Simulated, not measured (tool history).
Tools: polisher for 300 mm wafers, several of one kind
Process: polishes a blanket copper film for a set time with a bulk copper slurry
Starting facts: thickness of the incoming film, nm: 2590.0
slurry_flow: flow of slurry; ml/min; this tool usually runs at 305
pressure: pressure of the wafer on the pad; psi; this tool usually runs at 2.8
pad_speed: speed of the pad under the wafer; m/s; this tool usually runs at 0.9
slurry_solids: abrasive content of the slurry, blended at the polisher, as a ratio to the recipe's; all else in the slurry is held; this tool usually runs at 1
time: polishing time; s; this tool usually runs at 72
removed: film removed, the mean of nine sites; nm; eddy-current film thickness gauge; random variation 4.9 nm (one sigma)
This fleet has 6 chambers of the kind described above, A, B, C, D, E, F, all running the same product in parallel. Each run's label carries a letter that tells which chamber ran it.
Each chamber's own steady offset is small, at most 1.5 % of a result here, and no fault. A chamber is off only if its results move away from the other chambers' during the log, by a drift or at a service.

-- hour=0.2 chamber F: worn pad replaced by a new one
run 1A hour=3.9 | slurry_flow=305 pressure=2.8 pad_speed=0.9 slurry_solids=1 time=72 | removed=593.68
run 2F hour=12.2 | slurry_flow=305 pressure=2.8 pad_speed=0.9 slurry_solids=1 time=72 | removed=583.14
-- hour=14.3 chamber B: slurry nozzle cleaned
run 3B hour=18 | slurry_flow=305 pressure=2.8 pad_speed=0.9 slurry_solids=1 time=72 | removed=594.52
-- hour=24.7 chamber D: worn pad replaced by a new one
run 4D hour=26.9 | slurry_flow=305 pressure=2.8 pad_speed=0.9 slurry_solids=1 time=72 | removed=598.05
-- hour=30.2 chamber E: worn pad replaced by a new one
run 5E hour=31.7 | slurry_flow=305 pressure=2.8 pad_speed=0.9 slurry_solids=1 time=72 | removed=594.12
-- hour=32 chamber F: slurry nozzle cleaned
-- hour=32.2 chamber C: slurry blender recalibrated
run 6C hour=35.8 | slurry_flow=305 pressure=2.8 pad_speed=0.9 slurry_solids=1 time=72 | removed=582.05
-- hour=40 chamber D: slurry nozzle cleaned
run 7F hour=44.2 | slurry_flow=305 pressure=2.8 pad_speed=0.9 slurry_solids=1 time=72 | removed=590.55
-- hour=48.1 chamber B: worn pad replaced by a new one
-- hour=48.1 chamber C: head pressure recalibrated
run 8E hour=52.3 | slurry_flow=305 pressure=2.8 pad_speed=0.9 slurry_solids=1 time=72 | removed=580.95
-- hour=53.2 chamber C: worn pad replaced by a new one
run 9B hour=59.8 | slurry_flow=305 pressure=2.8 pad_speed=0.9 slurry_solids=1 time=72 | removed=582.08
run 10C hour=66.9 | slurry_flow=305 pressure=2.8 pad_speed=0.9 slurry_solids=1 time=72 | removed=603.23
run 11D hour=75.7 | slurry_flow=305 pressure=2.8 pad_speed=0.9 slurry_solids=1 time=72 | removed=591.49
-- hour=82 chamber E: slurry blender recalibrated
run 12A hour=83.2 | slurry_flow=305 pressure=2.8 pad_speed=0.9 slurry_solids=1 time=72 | removed=591.9
run 13E hour=89.3 | slurry_flow=305 pressure=2.8 pad_speed=0.9 slurry_solids=1 time=72 | removed=591.85
run 14C hour=97.2 | slurry_flow=305 pressure=2.8 pad_speed=0.9 slurry_solids=1 time=72 | removed=593.71
-- hour=101.9 chamber A: head pressure recalibrated
run 15F hour=102.2 | slurry_flow=305 pressure=2.8 pad_speed=0.9 slurry_solids=1 time=72 | removed=574.19
run 16D hour=108.7 | slurry_flow=305 pressure=2.8 pad_speed=0.9 slurry_solids=1 time=72 | removed=587.64
run 17A hour=113.3 | slurry_flow=305 pressure=2.8 pad_speed=0.9 slurry_solids=1 time=72 | removed=590.05
-- hour=118.9 chamber B: worn pad replaced by a new one
-- hour=119.7 chamber D: worn pad replaced by a new one
-- hour=120 chamber F: worn pad replaced by a new one
run 18B hour=122 | slurry_flow=305 pressure=2.8 pad_speed=0.9 slurry_solids=1 time=72 | removed=589.13
-- hour=127.7 chamber C: worn pad replaced by a new one
run 19F hour=128.7 | slurry_flow=305 pressure=2.8 pad_speed=0.9 slurry_solids=1 time=72 | removed=587.38
-- hour=129 chamber F: head pressure recalibrated
-- hour=131.9 chamber C: slurry blender recalibrated
run 20E hour=133.3 | slurry_flow=305 pressure=2.8 pad_speed=0.9 slurry_solids=1 time=72 | removed=593.35
-- hour=136.3 chamber E: worn pad replaced by a new one
run 21C hour=140.3 | slurry_flow=305 pressure=2 pad_speed=1 slurry_solids=1 time=72 | removed=472.06
run 22D hour=144.6 | slurry_flow=305 pressure=2 pad_speed=1 slurry_solids=1 time=72 | removed=461.9
-- hour=146.1 chamber A: worn pad replaced by a new one
run 23B hour=149.4 | slurry_flow=305 pressure=2 pad_speed=1 slurry_solids=1 time=72 | removed=467.62
run 24A hour=156.4 | slurry_flow=305 pressure=2 pad_speed=1 slurry_solids=1 time=72 | removed=474.01
run 25E hour=164.4 | slurry_flow=305 pressure=2 pad_speed=1 slurry_solids=1 time=72 | removed=468.12
-- hour=169.8 chamber B: head pressure recalibrated
run 26F hour=172.7 | slurry_flow=305 pressure=2 pad_speed=1 slurry_solids=1 time=72 | removed=464.54
run 27B hour=179.2 | slurry_flow=245 pressure=2.8 pad_speed=0.9 slurry_solids=1 time=93 | removed=748.14
run 28A hour=186.8 | slurry_flow=245 pressure=2.8 pad_speed=0.9 slurry_solids=1 time=93 | removed=751.25
-- hour=188.8 chamber E: slurry nozzle cleaned
run 29C hour=192.7 | slurry_flow=245 pressure=2.8 pad_speed=0.9 slurry_solids=1 time=93 | removed=752.24
-- hour=199.7 chamber C: worn pad replaced by a new one
-- hour=199.9 chamber B: worn pad replaced by a new one
run 30D hour=201.1 | slurry_flow=245 pressure=2.8 pad_speed=0.9 slurry_solids=1 time=93 | removed=727.86
run 31C hour=209.3 | slurry_flow=245 pressure=2.8 pad_speed=0.9 slurry_solids=1 time=93 | removed=746.84
run 32F hour=214.6 | slurry_flow=245 pressure=2.8 pad_speed=0.9 slurry_solids=1 time=93 | removed=746.19
run 33A hour=219.6 | slurry_flow=305 pressure=2.8 pad_speed=0.9 slurry_solids=1 time=72 | removed=595.22
-- hour=220.2 chamber E: slurry blender recalibrated
-- hour=221 chamber D: worn pad replaced by a new one
-- hour=222.7 chamber F: worn pad replaced by a new one
run 34D hour=225.4 | slurry_flow=305 pressure=2.8 pad_speed=0.9 slurry_solids=1 time=72 | removed=563.47
run 35B hour=231.9 | slurry_flow=305 pressure=2.8 pad_speed=0.9 slurry_solids=1 time=72 | removed=581.71
-- hour=236 chamber D: head pressure recalibrated
run 36E hour=237.6 | slurry_flow=305 pressure=2.8 pad_speed=0.9 slurry_solids=1 time=72 | removed=588.88
run 37F hour=245.7 | slurry_flow=305 pressure=2.8 pad_speed=0.9 slurry_solids=1 time=72 | removed=586.36
-- hour=247.2 chamber B: slurry blender recalibrated
-- hour=248.6 chamber E: worn pad replaced by a new one
-- hour=249 chamber E: head pressure recalibrated
run 38E hour=252.2 | slurry_flow=305 pressure=2.8 pad_speed=0.9 slurry_solids=1 time=72 | removed=592.01
run 39B hour=257.3 | slurry_flow=305 pressure=2.8 pad_speed=0.9 slurry_solids=1 time=72 | removed=590.61
run 40A hour=263.6 | slurry_flow=305 pressure=2.8 pad_speed=0.9 slurry_solids=1 time=72 | removed=588.42
run 41D hour=271 | slurry_flow=305 pressure=2.8 pad_speed=0.9 slurry_solids=1 time=72 | removed=553.83

Next, all 6 chambers run the settings below, one line each with question marks for the results. What does each chamber give?
run 42A hour=277.5 | slurry_flow=305 pressure=2.8 pad_speed=0.9 slurry_solids=1 time=72 | removed=?
run 42B hour=277.5 | slurry_flow=305 pressure=2.8 pad_speed=0.9 slurry_solids=1 time=72 | removed=?
run 42C hour=277.5 | slurry_flow=305 pressure=2.8 pad_speed=0.9 slurry_solids=1 time=72 | removed=?
run 42D hour=277.5 | slurry_flow=305 pressure=2.8 pad_speed=0.9 slurry_solids=1 time=72 | removed=?
run 42E hour=277.5 | slurry_flow=305 pressure=2.8 pad_speed=0.9 slurry_solids=1 time=72 | removed=?
run 42F hour=277.5 | slurry_flow=305 pressure=2.8 pad_speed=0.9 slurry_solids=1 time=72 | removed=?

run=42A removed=585.05
run=42B removed=586.14
run=42C removed=595
run=42D removed=556.08
run=42E removed=595.17
run=42F removed=587.12
